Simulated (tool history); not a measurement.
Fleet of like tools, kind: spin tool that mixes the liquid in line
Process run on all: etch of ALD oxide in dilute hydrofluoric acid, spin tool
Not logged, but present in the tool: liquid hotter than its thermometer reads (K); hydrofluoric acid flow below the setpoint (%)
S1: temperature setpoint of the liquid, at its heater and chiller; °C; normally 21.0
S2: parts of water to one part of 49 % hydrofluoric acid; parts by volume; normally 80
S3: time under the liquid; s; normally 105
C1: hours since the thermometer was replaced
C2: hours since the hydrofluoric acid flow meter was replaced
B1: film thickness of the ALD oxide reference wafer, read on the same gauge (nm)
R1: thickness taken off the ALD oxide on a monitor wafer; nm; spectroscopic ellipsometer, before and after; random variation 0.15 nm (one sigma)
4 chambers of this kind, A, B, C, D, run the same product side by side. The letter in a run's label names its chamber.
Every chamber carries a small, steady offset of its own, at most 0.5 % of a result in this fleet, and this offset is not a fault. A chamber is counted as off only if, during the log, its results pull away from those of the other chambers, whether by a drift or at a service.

Run 1B, hour 4.5: usual settings; C1 2338.0; C2 733.0; B1 99.975. Result: R1 38.549 nm.
Run 2D, hour 13.0: usual settings; C1 571.9; C2 553.9; B1 100.000. Result: R1 38.767 nm.
Run 3C, hour 17.0: usual settings; C1 478.9; C2 157.1; B1 100.000. Result: R1 38.935 nm.
Run 4A, hour 25.7: usual settings; C1 1372.6; C2 1072.9; B1 99.960. Result: R1 38.656 nm.
Run 5C, hour 29.9: usual settings; C1 491.8; C2 170.0; B1 99.996. Result: R1 39.032 nm.
Run 6A, hour 35.7: usual settings but S1 17.5 °C; C1 1382.6; C2 1082.9; B1 99.992. Result: R1 33.319 nm.
Run 7B, hour 44.4: usual settings but S1 17.5 °C; C1 2377.9; C2 772.9; B1 100.040. Result: R1 33.606 nm.
Run 8D, hour 51.0: usual settings but S1 17.5 °C; C1 609.9; C2 591.9; B1 100.000. Result: R1 33.172 nm.
Run 9A, hour 55.1: usual settings but S1 17.5 °C; C1 1402.0; C2 1102.3; B1 100.020. Result: R1 33.663 nm.
Run 10D, hour 59.5: usual settings; C1 618.4; C2 600.4; B1 99.983. Result: R1 38.897 nm.
Run 11B, hour 67.2: usual settings but S1 22.5 °C; C1 2400.7; C2 795.7; B1 100.020. Result: R1 40.907 nm.
Run 12C, hour 74.8: usual settings but S1 22.5 °C; C1 536.7; C2 214.9; B1 99.947. Result: R1 41.375 nm.
Run 13D, hour 83.2: usual settings but S1 22.5 °C; C1 642.1; C2 624.1; B1 99.994. Result: R1 41.328 nm.
Run 14C, hour 87.1: usual settings but S1 22.5 °C; C1 549.0; C2 227.2; B1 100.010. Result: R1 41.476 nm.
Run 15A, hour 94.5: usual settings; C1 1441.4; C2 1141.7; B1 99.974. Result: R1 38.679 nm.
Run 16B, hour 101.3: usual settings; C1 2434.8; C2 829.8; B1 100.020. Result: R1 38.693 nm.
Run 17D, hour 109.3: usual settings; C1 668.2; C2 650.2; B1 99.954. Result: R1 38.327 nm.
At hour 111.5: chamber B: thermometer replaced.
Run 18C, hour 117.5: usual settings; C1 579.4; C2 257.6; B1 100.020. Result: R1 38.949 nm.
Run 19B, hour 125.5: usual settings but S1 19.0 °C, S2 55 parts by volume; C1 14.0; C2 854.0; B1 100.010. Result: R1 53.454 nm.
Run 20A, hour 130.9: usual settings but S1 19.0 °C, S2 55 parts by volume; C1 1477.8; C2 1178.1; B1 99.981. Result: R1 52.841 nm.
Run 21A, hour 138.5: usual settings but S1 19.0 °C, S2 55 parts by volume; C1 1485.4; C2 1185.7; B1 100.010. Result: R1 53.179 nm.
Run 22B, hour 145.2: usual settings but S1 19.0 °C, S2 55 parts by volume; C1 33.7; C2 873.7; B1 99.967. Result: R1 53.832 nm.
Run 23D, hour 150.7: usual settings; C1 709.6; C2 691.6; B1 100.040. Result: R1 38.025 nm.
Run 24C, hour 157.3: usual settings; C1 619.2; C2 297.4; B1 99.984. Result: R1 38.971 nm.
Run 25D, hour 163.8: usual settings; C1 722.7; C2 704.7; B1 100.000. Result: R1 37.649 nm.
Run 26C, hour 171.2: usual settings; C1 633.1; C2 311.3; B1 100.000. Result: R1 38.673 nm.
Run 27A, hour 176.3: usual settings; C1 1523.2; C2 1223.5; B1 99.980. Result: R1 38.853 nm.
Run 28B, hour 182.5: usual settings; C1 71.0; C2 911.0; B1 100.010. Result: R1 38.875 nm.
Run 29B, hour 187.2: usual settings but S2 40 parts by volume, S3 65 s; C1 75.7; C2 915.7; B1 99.984. Result: R1 51.248 nm.
Run 30D, hour 193.9: usual settings but S2 40 parts by volume, S3 65 s; C1 752.8; C2 734.8; B1 100.030. Result: R1 47.973 nm.
Run 31C, hour 198.1: usual settings but S2 40 parts by volume, S3 65 s; C1 660.0; C2 338.2; B1 99.999. Result: R1 49.799 nm.
Run 32A, hour 204.5: usual settings but S2 40 parts by volume, S3 65 s; C1 1551.4; C2 1251.7; B1 100.030. Result: R1 49.360 nm.
Run 33D, hour 209.7: usual settings; C1 768.6; C2 750.6; B1 99.989. Result: R1 37.085 nm.
Run 34A, hour 214.9: usual settings; C1 1561.8; C2 1262.1; B1 100.060. Result: R1 38.811 nm.
Run 35C, hour 220.5: usual settings; C1 682.4; C2 360.6; B1 100.060. Result: R1 38.962 nm.
Run 36B, hour 224.9: usual settings; C1 113.4; C2 953.4; B1 99.997. Result: R1 38.815 nm.
At hour 227.9: chamber D: thermometer replaced.
Run 37D, hour 229.1: usual settings; C1 1.2; C2 770.0; B1 100.000. Result: R1 36.960 nm.

For the next run the whole fleet of 4 chambers uses the same settings. Give each chamber's results:
Run 38A, hour 235.3: usual settings but S2 90 parts by volume. Result: R1 ?.
Run 38B, hour 235.3: usual settings but S2 90 parts by volume. Result: R1 ?.
Run 38C, hour 235.3: usual settings but S2 90 parts by volume. Result: R1 ?.
Run 38D, hour 235.3: usual settings but S2 90 parts by volume. Result: R1 ?.

run      R1
38A  34.180
38B  33.980
38C  34.505
38D  32.417

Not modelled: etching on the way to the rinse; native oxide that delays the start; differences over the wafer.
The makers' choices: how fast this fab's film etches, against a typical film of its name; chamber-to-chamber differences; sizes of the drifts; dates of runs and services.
